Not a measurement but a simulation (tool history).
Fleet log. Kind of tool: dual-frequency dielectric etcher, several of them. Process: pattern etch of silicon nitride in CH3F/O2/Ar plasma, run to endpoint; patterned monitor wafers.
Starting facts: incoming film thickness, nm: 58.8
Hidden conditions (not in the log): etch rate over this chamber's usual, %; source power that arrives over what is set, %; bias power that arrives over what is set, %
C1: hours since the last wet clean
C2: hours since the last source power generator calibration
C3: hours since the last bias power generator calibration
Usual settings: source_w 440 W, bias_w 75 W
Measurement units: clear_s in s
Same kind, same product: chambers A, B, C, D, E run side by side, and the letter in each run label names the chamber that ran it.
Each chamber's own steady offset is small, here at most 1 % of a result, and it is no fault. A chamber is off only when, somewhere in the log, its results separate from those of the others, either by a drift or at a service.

{"run": "1A", "hour": 4.2, "source_w": 440, "bias_w": 75, "C1": 45.3, "C2": 1320.8, "C3": 4232.3, "clear_s": 79.792}
{"run": "2D", "hour": 7.8, "source_w": 440, "bias_w": 75, "C1": 217.5, "C2": 1264.8, "C3": 316.7, "clear_s": 81.397}
{"run": "3C", "hour": 11.2, "source_w": 440, "bias_w": 75, "C1": 532.6, "C2": 4938.6, "C3": 1796, "clear_s": 80.298}
{"run": "4B", "hour": 15.0, "source_w": 440, "bias_w": 75, "C1": 397.1, "C2": 152.7, "C3": 709.2, "clear_s": 80.699}
{"run": "5E", "hour": 17.7, "source_w": 440, "bias_w": 62, "C1": 279.1, "C2": 2823, "C3": 97, "clear_s": 85.769}
{"run": "6A", "hour": 21.3, "source_w": 440, "bias_w": 62, "C1": 62.4, "C2": 1337.9, "C3": 4249.4, "clear_s": 85.435}
{"run": "7B", "hour": 23.4, "source_w": 440, "bias_w": 62, "C1": 405.5, "C2": 161.1, "C3": 717.6, "clear_s": 85.824}
{"hour": 26.4, "done": "chamber C: wet clean of the chamber"}
{"run": "8D", "hour": 27.1, "source_w": 440, "bias_w": 62, "C1": 236.8, "C2": 1284.1, "C3": 336, "clear_s": 86.949}
{"run": "9E", "hour": 29.1, "source_w": 440, "bias_w": 62, "C1": 290.5, "C2": 2834.4, "C3": 108.4, "clear_s": 85.922}
{"run": "10C", "hour": 31.6, "source_w": 440, "bias_w": 75, "C1": 5.2, "C2": 4959, "C3": 1816.4, "clear_s": 79.594}
{"run": "11C", "hour": 34.1, "source_w": 440, "bias_w": 75, "C1": 7.7, "C2": 4961.5, "C3": 1818.9, "clear_s": 80.571}
{"run": "12E", "hour": 36.3, "source_w": 440, "bias_w": 75, "C1": 297.7, "C2": 2841.6, "C3": 115.6, "clear_s": 80.151}
{"run": "13A", "hour": 39.2, "source_w": 440, "bias_w": 75, "C1": 80.3, "C2": 1355.8, "C3": 4267.3, "clear_s": 80.327}
{"run": "14B", "hour": 43.5, "source_w": 440, "bias_w": 75, "C1": 425.6, "C2": 181.2, "C3": 737.7, "clear_s": 80.827}
{"run": "15D", "hour": 47.3, "source_w": 440, "bias_w": 75, "C1": 257, "C2": 1304.3, "C3": 356.2, "clear_s": 80.886}
{"run": "16C", "hour": 50.8, "source_w": 440, "bias_w": 75, "C1": 24.4, "C2": 4978.2, "C3": 1835.6, "clear_s": 80.784}
{"run": "17D", "hour": 54.4, "source_w": 440, "bias_w": 75, "C1": 264.1, "C2": 1311.4, "C3": 363.3, "clear_s": 81.395}
{"run": "18B", "hour": 56.7, "source_w": 440, "bias_w": 75, "C1": 438.8, "C2": 194.4, "C3": 750.9, "clear_s": 80.197}
{"run": "19A", "hour": 59.9, "source_w": 440, "bias_w": 75, "C1": 101, "C2": 1376.5, "C3": 4288, "clear_s": 80.164}
{"run": "20E", "hour": 62.1, "source_w": 440, "bias_w": 75, "C1": 323.5, "C2": 2867.4, "C3": 141.4, "clear_s": 80.525}
{"run": "21A", "hour": 64.5, "source_w": 440, "bias_w": 75, "C1": 105.6, "C2": 1381.1, "C3": 4292.6, "clear_s": 80.832}
{"run": "22E", "hour": 67.6, "source_w": 530, "bias_w": 75, "C1": 329, "C2": 2872.9, "C3": 146.9, "clear_s": 74.973}
{"run": "23C", "hour": 70.5, "source_w": 530, "bias_w": 75, "C1": 44.1, "C2": 4997.9, "C3": 1855.3, "clear_s": 74.822}
{"run": "24D", "hour": 73.5, "source_w": 530, "bias_w": 75, "C1": 283.2, "C2": 1330.5, "C3": 382.4, "clear_s": 76.227}
{"run": "25B", "hour": 77.3, "source_w": 530, "bias_w": 75, "C1": 459.4, "C2": 215, "C3": 771.5, "clear_s": 75.009}
{"run": "26D", "hour": 80.5, "source_w": 530, "bias_w": 75, "C1": 290.2, "C2": 1337.5, "C3": 389.4, "clear_s": 75.416}
{"run": "27E", "hour": 82.9, "source_w": 440, "bias_w": 75, "C1": 344.3, "C2": 2888.2, "C3": 162.2, "clear_s": 80.389}
{"run": "28B", "hour": 85.4, "source_w": 440, "bias_w": 75, "C1": 467.5, "C2": 223.1, "C3": 779.6, "clear_s": 80.927}
{"run": "29A", "hour": 88.3, "source_w": 440, "bias_w": 75, "C1": 129.4, "C2": 1404.9, "C3": 4316.4, "clear_s": 80.011}
{"run": "30C", "hour": 90.7, "source_w": 440, "bias_w": 75, "C1": 64.3, "C2": 5018.1, "C3": 1875.5, "clear_s": 79.791}
{"run": "31E", "hour": 95.0, "source_w": 440, "bias_w": 75, "C1": 356.4, "C2": 2900.3, "C3": 174.3, "clear_s": 79.952}
{"run": "32C", "hour": 97.3, "source_w": 440, "bias_w": 75, "C1": 70.9, "C2": 5024.7, "C3": 1882.1, "clear_s": 79.884}
{"run": "33B", "hour": 100.2, "source_w": 440, "bias_w": 75, "C1": 482.3, "C2": 237.9, "C3": 794.4, "clear_s": 80.113}
{"run": "34D", "hour": 102.3, "source_w": 440, "bias_w": 75, "C1": 312, "C2": 1359.3, "C3": 411.2, "clear_s": 80.842}
{"run": "35A", "hour": 104.3, "source_w": 440, "bias_w": 75, "C1": 145.4, "C2": 1420.9, "C3": 4332.4, "clear_s": 80.288}
{"run": "36B", "hour": 106.8, "source_w": 440, "bias_w": 75, "C1": 488.9, "C2": 244.5, "C3": 801, "clear_s": 80.429}
{"run": "37C", "hour": 108.8, "source_w": 440, "bias_w": 75, "C1": 82.4, "C2": 5036.2, "C3": 1893.6, "clear_s": 80.045}
{"run": "38D", "hour": 112.4, "source_w": 440, "bias_w": 75, "C1": 322.1, "C2": 1369.4, "C3": 421.3, "clear_s": 81.337}

Is one chamber out of step, is the gauge drifting, or do the chambers differ by no more than their own small offsets? For an off chamber, give its letter and the likeliest cause.

No chamber stands off beyond its own small offset, and the gauge holds steady.
